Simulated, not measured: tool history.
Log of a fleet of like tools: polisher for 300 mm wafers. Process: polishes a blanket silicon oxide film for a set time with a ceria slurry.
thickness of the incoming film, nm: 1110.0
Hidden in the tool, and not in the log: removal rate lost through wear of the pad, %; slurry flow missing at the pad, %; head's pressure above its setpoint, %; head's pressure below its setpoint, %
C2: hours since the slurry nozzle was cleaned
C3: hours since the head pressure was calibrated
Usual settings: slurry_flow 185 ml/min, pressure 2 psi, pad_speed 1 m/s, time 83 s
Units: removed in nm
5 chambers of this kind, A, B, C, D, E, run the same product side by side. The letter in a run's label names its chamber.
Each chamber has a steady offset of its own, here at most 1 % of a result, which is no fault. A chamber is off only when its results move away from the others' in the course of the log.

run 1A day=0.167 | slurry_flow=185 pressure=2 pad_speed=1 time=83 | wafers_polished_on_this_pad=52 C2=407.4 C3=194.7 | removed=277.07
run 2D day=0.362 | slurry_flow=185 pressure=2 pad_speed=1 time=83 | wafers_polished_on_this_pad=808 C2=517 C3=338.3 | removed=283.65
run 3E day=0.546 | slurry_flow=185 pressure=2 pad_speed=1 time=83 | wafers_polished_on_this_pad=225 C2=315.2 C3=226.8 | removed=279.44
run 4B day=0.683 | slurry_flow=185 pressure=2 pad_speed=1 time=83 | wafers_polished_on_this_pad=584 C2=253.7 C3=1283.1 | removed=286.47
run 5C day=0.812 | slurry_flow=185 pressure=2 pad_speed=1 time=83 | wafers_polished_on_this_pad=760 C2=430.2 C3=116.4 | removed=282.86
-- day=1.042 chamber A: slurry nozzle cleaned
run 6A day=1.058 | slurry_flow=185 pressure=2 pad_speed=1 time=83 | wafers_polished_on_this_pad=229 C2=0.4 C3=216.1 | removed=285.24
run 7D day=1.179 | slurry_flow=185 pressure=2 pad_speed=1 time=83 | wafers_polished_on_this_pad=970 C2=536.6 C3=357.9 | removed=275.77
run 8B day=1.367 | slurry_flow=185 pressure=2 pad_speed=1 time=83 | wafers_polished_on_this_pad=719 C2=270.1 C3=1299.5 | removed=286.55
-- day=1.55 chamber D: worn pad replaced by a new one
run 9C day=1.562 | slurry_flow=185 pressure=2 pad_speed=1 time=83 | wafers_polished_on_this_pad=909 C2=448.2 C3=134.4 | removed=281.13
-- day=1.746 chamber E: slurry nozzle cleaned
run 10E day=1.775 | slurry_flow=185 pressure=2 pad_speed=1 time=97 | wafers_polished_on_this_pad=469 C2=0.7 C3=256.3 | removed=321.81
run 11D day=1.933 | slurry_flow=185 pressure=2 pad_speed=1 time=97 | wafers_polished_on_this_pad=76 C2=554.7 C3=376 | removed=328.35
run 12B day=2.104 | slurry_flow=185 pressure=2 pad_speed=1 time=97 | wafers_polished_on_this_pad=866 C2=287.8 C3=1317.2 | removed=337.35
run 13A day=2.333 | slurry_flow=185 pressure=2 pad_speed=1 time=97 | wafers_polished_on_this_pad=482 C2=31 C3=246.7 | removed=331.45
run 14E day=2.525 | slurry_flow=185 pressure=2 pad_speed=1 time=97 | wafers_polished_on_this_pad=618 C2=18.7 C3=274.3 | removed=327.37
run 15C day=2.683 | slurry_flow=185 pressure=2 pad_speed=1 time=83 | wafers_polished_on_this_pad=1131 C2=475.1 C3=161.3 | removed=284.58
-- day=2.792 chamber B: worn pad replaced by a new one
run 16D day=2.833 | slurry_flow=185 pressure=1.7 pad_speed=0.86 time=83 | wafers_polished_on_this_pad=254 C2=576.3 C3=397.6 | removed=203.72
run 17E day=2.983 | slurry_flow=185 pressure=1.7 pad_speed=0.86 time=83 | wafers_polished_on_this_pad=709 C2=29.7 C3=285.3 | removed=200.85
-- day=3.038 chamber C: slurry nozzle cleaned
-- day=3.092 chamber A: worn pad replaced by a new one
run 18B day=3.171 | slurry_flow=185 pressure=1.7 pad_speed=0.86 time=83 | wafers_polished_on_this_pad=75 C2=313.4 C3=1342.8 | removed=208.57
run 19A day=3.375 | slurry_flow=185 pressure=1.7 pad_speed=0.86 time=83 | wafers_polished_on_this_pad=56 C2=56 C3=271.7 | removed=206.4
-- day=3.479 chamber C: worn pad replaced by a new one
run 20C day=3.562 | slurry_flow=185 pressure=1.7 pad_speed=0.86 time=83 | wafers_polished_on_this_pad=16 C2=12.7 C3=182.4 | removed=205.11
run 21D day=3.775 | slurry_flow=185 pressure=2 pad_speed=1 time=83 | wafers_polished_on_this_pad=441 C2=598.9 C3=420.2 | removed=280.16
run 22E day=3.942 | slurry_flow=185 pressure=2 pad_speed=1 time=83 | wafers_polished_on_this_pad=899 C2=52.7 C3=308.3 | removed=266.31
run 23C day=4.188 | slurry_flow=185 pressure=2 pad_speed=1 time=83 | wafers_polished_on_this_pad=140 C2=27.7 C3=197.4 | removed=282
run 24B day=4.425 | slurry_flow=185 pressure=2 pad_speed=1 time=83 | wafers_polished_on_this_pad=324 C2=343.5 C3=1372.9 | removed=283.42
run 25A day=4.538 | slurry_flow=185 pressure=2 pad_speed=1 time=83 | wafers_polished_on_this_pad=287 C2=83.9 C3=299.6 | removed=276.93
run 26A day=4.771 | slurry_flow=185 pressure=1.6 pad_speed=0.8 time=83 | wafers_polished_on_this_pad=333 C2=89.5 C3=305.2 | removed=182.06
run 27B day=4.942 | slurry_flow=185 pressure=1.6 pad_speed=0.8 time=83 | wafers_polished_on_this_pad=427 C2=355.9 C3=1385.3 | removed=182.62
run 28D day=5.062 | slurry_flow=185 pressure=1.6 pad_speed=0.8 time=83 | wafers_polished_on_this_pad=697 C2=629.8 C3=451.1 | removed=179.31
run 29C day=5.208 | slurry_flow=185 pressure=1.6 pad_speed=0.8 time=83 | wafers_polished_on_this_pad=343 C2=52.2 C3=221.9 | removed=180.35
run 30E day=5.433 | slurry_flow=185 pressure=1.6 pad_speed=0.8 time=83 | wafers_polished_on_this_pad=1195 C2=88.5 C3=344.1 | removed=160.97

Next, every chamber runs the same settings. What will each give?
run 31A day=5.621 | slurry_flow=185 pressure=2 pad_speed=1 time=83 | removed=?
run 31B day=5.621 | slurry_flow=185 pressure=2 pad_speed=1 time=83 | removed=?
run 31C day=5.621 | slurry_flow=185 pressure=2 pad_speed=1 time=83 | removed=?
run 31D day=5.621 | slurry_flow=185 pressure=2 pad_speed=1 time=83 | removed=?
run 31E day=5.621 | slurry_flow=185 pressure=2 pad_speed=1 time=83 | removed=?

run=31A removed=284.55
run=31B removed=285.51
run=31C removed=277.32
run=31D removed=283.77
run=31E removed=249.72
